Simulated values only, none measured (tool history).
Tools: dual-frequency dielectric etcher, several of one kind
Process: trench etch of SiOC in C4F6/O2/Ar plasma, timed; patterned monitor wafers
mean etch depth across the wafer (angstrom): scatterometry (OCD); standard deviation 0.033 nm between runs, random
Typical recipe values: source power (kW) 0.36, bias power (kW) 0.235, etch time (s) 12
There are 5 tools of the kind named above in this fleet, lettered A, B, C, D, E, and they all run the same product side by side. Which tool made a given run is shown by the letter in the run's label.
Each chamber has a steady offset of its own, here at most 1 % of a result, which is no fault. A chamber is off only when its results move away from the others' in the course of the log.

run	hour	source power (kW)	bias power (kW)	etch time (s)	hours since the last wet clean	hours since the last source power generator calibration	hours since the last bias power generator calibration	read-back reference wafer on the same gauge, depth_nm	mean etch depth across the wafer (angstrom)
1B	8.8	0.36	0.235	12	147.8	204.2	1733.4	28.302	261.36
2E	15.2	0.36	0.235	12	467.4	2827.6	563.4	28.312	263.33
3C	23.3	0.36	0.235	12	440.6	729.2	2103.1	28.309	261.06
4D	31.1	0.36	0.235	12	314.6	1777.2	370.1	28.317	260.27
5A	36.6	0.36	0.235	12	285.5	1807.5	1916.1	28.315	262.43
6E	41.7	0.36	0.235	12	493.9	2854.1	589.9	28.319	263.17
7B	49.9	0.36	0.235	12	188.9	245.3	1774.5	28.327	261.36
8C	58.3	0.44	0.235	12	475.6	764.2	2138.1	28.324	281.89
9D	65.6	0.44	0.235	12	349.1	1811.7	404.6	28.328	280.48
10A	70.8	0.44	0.235	12	319.7	1841.7	1950.3	28.326	284.42
11D	75.2	0.44	0.235	12	358.7	1821.3	414.2	28.333	280.78
12C	84.4	0.44	0.235	12	501.7	790.3	2164.2	28.343	282.26
# hour 86.3: chamber C: bias power generator calibrated
13A	88.9	0.36	0.235	12	337.8	1859.8	1968.4	28.337	262.4
# hour 95.4: chamber C: wet clean of the chamber
14E	98	0.36	0.235	12	550.2	2910.4	646.2	28.346	263.16
15B	104.9	0.36	0.235	15	243.9	300.3	1829.5	28.342	327.54
16A	113.9	0.36	0.235	15	362.8	1884.8	1993.4	28.355	329.37
# hour 114.3: chamber E: wet clean of the chamber
17E	120.6	0.36	0.235	15	6.3	2933	668.8	28.358	329.22
18D	127.9	0.36	0.235	15	411.4	1874	466.9	28.359	326.89
19C	134.6	0.36	0.235	15	39.3	840.5	48.4	28.36	327.26
20B	142	0.36	0.235	12	281	337.4	1866.6	28.362	261.52
21D	149.5	0.36	0.235	12	433	1895.6	488.5	28.369	260.48
22C	157.8	0.36	0.235	12	62.5	863.7	71.6	28.369	261.77
23A	162	0.36	0.235	12	410.9	1932.9	2041.5	28.377	263.15
# hour 165.2: chamber A: wet clean of the chamber
24B	169.6	0.36	0.235	12	308.6	365	1894.2	28.383	262.19
25E	173.8	0.36	0.235	12	59.5	2986.2	722	28.375	263.26
26C	180.2	0.36	0.235	12	84.9	886.1	94	28.381	261.54
27E	189.1	0.36	0.235	12	74.8	3001.5	737.3	28.39	263.58
28D	195.1	0.36	0.235	12	478.6	1941.2	534.1	28.387	261.5
29B	204.1	0.36	0.235	12	343.1	399.5	1928.7	28.402	262.37
30A	213.2	0.36	0.235	12	48	1984.1	2092.7	28.395	263.42
31B	218.9	0.36	0.235	12	357.9	414.3	1943.5	28.399	262.02
32E	224.3	0.36	0.216	12	110	3036.7	772.5	28.407	257.28
33C	231.3	0.36	0.216	12	136	937.2	145.1	28.409	254.88
34D	238.5	0.36	0.216	12	522	1984.6	577.5	28.417	253.33
35A	247.7	0.36	0.216	12	82.5	2018.6	2127.2	28.42	256.28
36E	252.4	0.36	0.216	12	138.1	3064.8	800.6	28.421	257.1
37A	259.2	0.36	0.235	12	94	2030.1	2138.7	28.419	264.09
38C	268.5	0.36	0.235	12	173.2	974.4	182.3	28.43	261.96
39D	275.6	0.36	0.279	13.5	559.1	2021.7	614.6	28.428	311.11
40B	281.8	0.36	0.279	13.5	420.8	477.2	2006.4	28.441	313.01
41D	290.2	0.36	0.279	13.5	573.7	2036.3	629.2	28.436	311.76
42B	298.3	0.36	0.279	13.5	437.3	493.7	2022.9	28.438	313.13
43A	305.9	0.36	0.279	13.5	140.7	2076.8	2185.4	28.439	315.18
44C	309.9	0.36	0.235	12	214.6	1015.8	223.7	28.443	262.45

Has any chamber moved away from the others, gradually or after a service, or does the common gauge drift, or do the chambers differ only by their own small steady offsets? State the chamber and the most likely cause if one applies.

Every chamber seems to shift together because the gauge that measures them all drifts; the chambers themselves are fine.
Likeliest cause: gauge reads high (%) = 0.513.

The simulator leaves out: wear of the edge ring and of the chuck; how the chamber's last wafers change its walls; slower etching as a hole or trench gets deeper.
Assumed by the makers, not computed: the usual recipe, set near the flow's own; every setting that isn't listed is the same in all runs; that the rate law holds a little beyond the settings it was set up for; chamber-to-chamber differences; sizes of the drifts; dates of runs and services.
